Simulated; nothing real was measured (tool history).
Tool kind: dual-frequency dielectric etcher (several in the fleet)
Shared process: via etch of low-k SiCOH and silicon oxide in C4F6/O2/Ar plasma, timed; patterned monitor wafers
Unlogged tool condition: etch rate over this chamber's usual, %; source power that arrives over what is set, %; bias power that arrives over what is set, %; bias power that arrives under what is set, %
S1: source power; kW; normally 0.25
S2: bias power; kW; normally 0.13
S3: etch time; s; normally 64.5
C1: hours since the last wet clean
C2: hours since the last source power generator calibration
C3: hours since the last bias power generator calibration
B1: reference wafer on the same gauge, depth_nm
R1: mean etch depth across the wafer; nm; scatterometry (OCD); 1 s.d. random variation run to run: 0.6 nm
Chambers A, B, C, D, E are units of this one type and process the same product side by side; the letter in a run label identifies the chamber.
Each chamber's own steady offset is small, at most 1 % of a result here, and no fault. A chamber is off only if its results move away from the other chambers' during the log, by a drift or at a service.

run,hour,S1,S2,S3,C1,C2,C3,B1,R1
1D,8,0.25,0.13,64.5,8.8,294,1751.3,158.07,136.15
2B,12.6,0.25,0.13,64.5,36.7,227.9,2193.9,157.79,135.57
3E,20.1,0.25,0.13,64.5,697.1,1721.3,2563.5,157.96,135.57
4A,29.1,0.25,0.13,64.5,64.3,3103.6,2601.4,157.86,135.13
5C,37,0.25,0.13,64.5,330.9,2253.4,2346.5,157.93,136.35
6D,47.3,0.25,0.13,64.5,48.1,333.3,1790.6,158,135.94
7C,53.7,0.25,0.13,64.5,347.6,2270.1,2363.2,157.88,135.71
8E,58.5,0.25,0.13,64.5,735.5,1759.7,2601.9,158.06,134.15
9B,65,0.25,0.13,64.5,89.1,280.3,2246.3,157.86,135.96
# hour 65.7: chamber E: wet clean of the chamber
10A,71.9,0.25,0.13,64.5,107.1,3146.4,2644.2,158.09,133.89
11B,80.4,0.25,0.13,64.5,104.5,295.7,2261.7,157.93,136.15
12A,86.9,0.3,0.13,64.5,122.1,3161.4,2659.2,157.93,145.32
# hour 87.8: chamber E: source power generator calibrated
13D,94,0.3,0.13,64.5,94.8,380,1837.3,157.99,146.76
14E,102.2,0.3,0.13,64.5,36.6,14.5,2645.6,158.04,146
15C,111.4,0.3,0.13,64.5,405.3,2327.8,2420.9,157.97,145.08
16E,117,0.3,0.13,64.5,51.4,29.3,2660.4,158.15,145.82
17A,124.7,0.25,0.13,64.5,159.9,3199.2,2697,157.97,135.4
# hour 126.6: chamber C: wet clean of the chamber
18C,131.8,0.25,0.13,64.5,5.3,2348.2,2441.3,157.99,138.78
19D,137.3,0.25,0.13,64.5,138.1,423.3,1880.6,157.92,136.87
20B,145.7,0.25,0.13,64.5,169.8,361,2327,157.9,135.79
21D,154.2,0.25,0.12,64.5,155,440.2,1897.5,158.05,132.98
22E,159.6,0.25,0.12,64.5,94,71.9,2703,157.96,131.87
23C,168.7,0.25,0.12,64.5,42.2,2385.1,2478.2,158.01,135.09
24B,175.4,0.25,0.12,64.5,199.5,390.7,2356.7,157.83,132.04
25A,180.4,0.25,0.12,64.5,215.6,3254.9,2752.7,157.97,131.55
26C,187.2,0.28,0.13,82,60.7,2403.6,2496.7,158.11,184.47
# hour 189.2: chamber D: bias power generator calibrated
27A,197.3,0.28,0.13,82,232.5,3271.8,2769.6,157.93,180.23
28E,206.8,0.28,0.13,82,141.2,119.1,2750.2,158.19,180.11
29B,211.6,0.28,0.13,82,235.7,426.9,2392.9,157.9,179.48
30D,218.6,0.28,0.13,82,219.4,504.6,29.4,158.05,181.62
31B,226.9,0.25,0.13,64.5,251,442.2,2408.2,158.05,134.91
32D,234.3,0.25,0.13,64.5,235.1,520.3,45.1,157.94,137.77
33E,242.5,0.25,0.13,64.5,176.9,154.8,2785.9,157.94,135.82
34A,251.8,0.25,0.13,64.5,287,3326.3,2824.1,158.06,134.53
35C,260.2,0.25,0.13,64.5,133.7,2476.6,2569.7,157.97,140.71
36A,270.4,0.25,0.13,64.5,305.6,3344.9,2842.7,158.03,134.58

One chamber off, gauge drift, or nothing amiss beyond the chambers' own small offsets? If it is a chamber, which one, and what is the likeliest cause?

Chamber C has stood off from the others ever since a service on it.
What lies behind it: etch rate over this chamber's usual, % = 2.94.

Below are 4 candidate recipes for chamber C's next run, each the usual settings with a change, their results shown as question marks. Which of them brings C's results back in line with what the other chambers give on the usual settings?
A result is in line if it is within this distance of the other chambers' mean on the usual settings: R1 2.1 nm
37C-1,278,0.25,0.129,61,,,,,?
37C-2,278,0.25,0.131,66,,,,,?
37C-3,278,0.25,0.131,68,,,,,?
37C-4,278,0.25,0.129,63,,,,,?

Mean of the other chambers on the usual settings: R1 135.58 nm
run,R1
37C-1,131.47
37C-2,142.93
37C-3,147.26
37C-4,135.78
The answer is 37C-4, which returns the chamber to within the allowed miss of the others.
